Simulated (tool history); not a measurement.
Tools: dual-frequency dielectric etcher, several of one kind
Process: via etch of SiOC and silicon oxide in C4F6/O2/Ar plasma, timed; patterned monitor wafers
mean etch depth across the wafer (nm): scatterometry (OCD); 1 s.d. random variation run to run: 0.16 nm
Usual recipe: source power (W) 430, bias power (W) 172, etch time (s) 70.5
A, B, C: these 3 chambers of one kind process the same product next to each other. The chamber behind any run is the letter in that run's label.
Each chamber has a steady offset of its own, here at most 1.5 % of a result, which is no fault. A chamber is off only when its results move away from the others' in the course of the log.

| run | hour | source power (W) | bias power (W) | etch time (s) | read-back reference wafer on the same gauge, depth_nm | mean etch depth across the wafer (nm) |
|---|---|---|---|---|---|---|
| 1C | 9.1 | 430 | 172 | 70.5 | 92.534 | 80.917 |
| 2B | 16.5 | 430 | 172 | 70.5 | 92.498 | 79.501 |
| 3A | 22.1 | 430 | 172 | 70.5 | 92.527 | 81.394 |
| 4C | 31.7 | 430 | 172 | 70.5 | 92.492 | 80.901 |
|  | 32.5 | chamber A: source power generator calibrated |
| 5A | 41.0 | 430 | 172 | 70.5 | 92.496 | 81.276 |
| 6B | 47.7 | 430 | 172 | 70.5 | 92.532 | 79.349 |
| 7A | 52.6 | 430 | 172 | 70.5 | 92.561 | 81.147 |
|  | 54.4 | chamber C: wet clean of the chamber |
| 8C | 61.7 | 430 | 172 | 70.5 | 92.486 | 81.070 |
| 9B | 66.9 | 430 | 172 | 70.5 | 92.484 | 79.647 |
| 10B | 73.1 | 430 | 172 | 70.5 | 92.478 | 79.526 |
| 11C | 79.8 | 430 | 172 | 70.5 | 92.478 | 80.865 |
| 12A | 85.4 | 430 | 172 | 70.5 | 92.511 | 81.265 |
| 13B | 91.2 | 430 | 172 | 70.5 | 92.473 | 79.679 |
| 14C | 97.1 | 430 | 172 | 70.5 | 92.476 | 81.162 |
| 15A | 105.1 | 430 | 172 | 70.5 | 92.553 | 81.195 |
| 16B | 111.5 | 430 | 172 | 70.5 | 92.527 | 79.292 |
| 17C | 119.4 | 430 | 172 | 70.5 | 92.477 | 81.162 |
| 18A | 124.4 | 430 | 172 | 79.5 | 92.508 | 91.914 |
| 19B | 131.0 | 430 | 172 | 79.5 | 92.530 | 89.698 |
| 20C | 140.5 | 430 | 172 | 79.5 | 92.466 | 91.433 |
| 21A | 150.3 | 360 | 172 | 70.5 | 92.509 | 76.025 |
| 22A | 156.6 | 360 | 172 | 70.5 | 92.516 | 76.328 |
| 23C | 165.2 | 360 | 172 | 70.5 | 92.497 | 75.421 |
| 24B | 170.3 | 430 | 172 | 70.5 | 92.532 | 79.137 |
|  | 172.3 | chamber B: source power generator calibrated |
| 25C | 175.0 | 430 | 172 | 70.5 | 92.447 | 80.762 |
| 26B | 180.5 | 430 | 172 | 70.5 | 92.536 | 79.403 |
| 27A | 189.6 | 430 | 172 | 70.5 | 92.496 | 81.452 |
| 28B | 198.2 | 430 | 172 | 70.5 | 92.500 | 79.579 |
| 29A | 208.6 | 430 | 172 | 70.5 | 92.507 | 82.123 |
| 30C | 215.1 | 430 | 172 | 70.5 | 92.482 | 80.991 |
| 31A | 221.8 | 350 | 172 | 70.5 | 92.530 | 75.620 |
| 32B | 230.3 | 350 | 172 | 70.5 | 92.461 | 73.297 |
|  | 234.1 | chamber B: wet clean of the chamber |
| 33C | 237.0 | 350 | 172 | 70.5 | 92.510 | 74.995 |
| 34C | 242.6 | 430 | 172 | 70.5 | 92.479 | 80.797 |
| 35B | 248.1 | 430 | 172 | 70.5 | 92.478 | 79.312 |
| 36A | 253.5 | 430 | 172 | 70.5 | 92.531 | 82.330 |
| 37C | 259.3 | 430 | 172 | 70.5 | 92.489 | 80.917 |
| 38A | 267.3 | 330 | 155 | 70.5 | 92.489 | 71.770 |
| 39B | 274.9 | 330 | 155 | 70.5 | 92.511 | 69.331 |
| 40C | 279.6 | 330 | 155 | 70.5 | 92.512 | 70.768 |
| 41B | 284.5 | 430 | 172 | 70.5 | 92.453 | 79.469 |

What goes on in this fleet: one chamber off, a drifting gauge, or nothing beyond the chambers' own small offsets? Name the chamber and the cause, if any.

Chamber A drifts away from the others.
Likeliest cause: etch rate over this chamber's usual, % = 1.46.
From this log alone, it may not be told apart from: source power that arrives over what is set, %; bias power that arrives over what is set, %.

Here are 4 candidates for chamber A's next run, each the usual settings with a change, their results left as question marks. Which one brings its results back in line with what the others give on the usual settings?
Maximum distance from the other chambers' mean on the usual settings for a result to count as in line: mean etch depth across the wafer (nm) 0.640
| 42A-1 | 292.0 | 430 | 173 | 72.5 |  | ? |
| 42A-2 | 292.0 | 430 | 172 | 71.0 |  | ? |
| 42A-3 | 292.0 | 430 | 172 | 70.0 |  | ? |
| 42A-4 | 292.0 | 430 | 172 | 68.5 |  | ? |

Average result of the remaining chambers running the usual settings: mean etch depth across the wafer (nm) 80.214
| run | mean etch depth across the wafer (nm) |
|---|---|
| 42A-1 | 84.908 |
| 42A-2 | 82.996 |
| 42A-3 | 81.827 |
| 42A-4 | 80.074 |
42A-4 puts the chamber back in line with the other chambers.
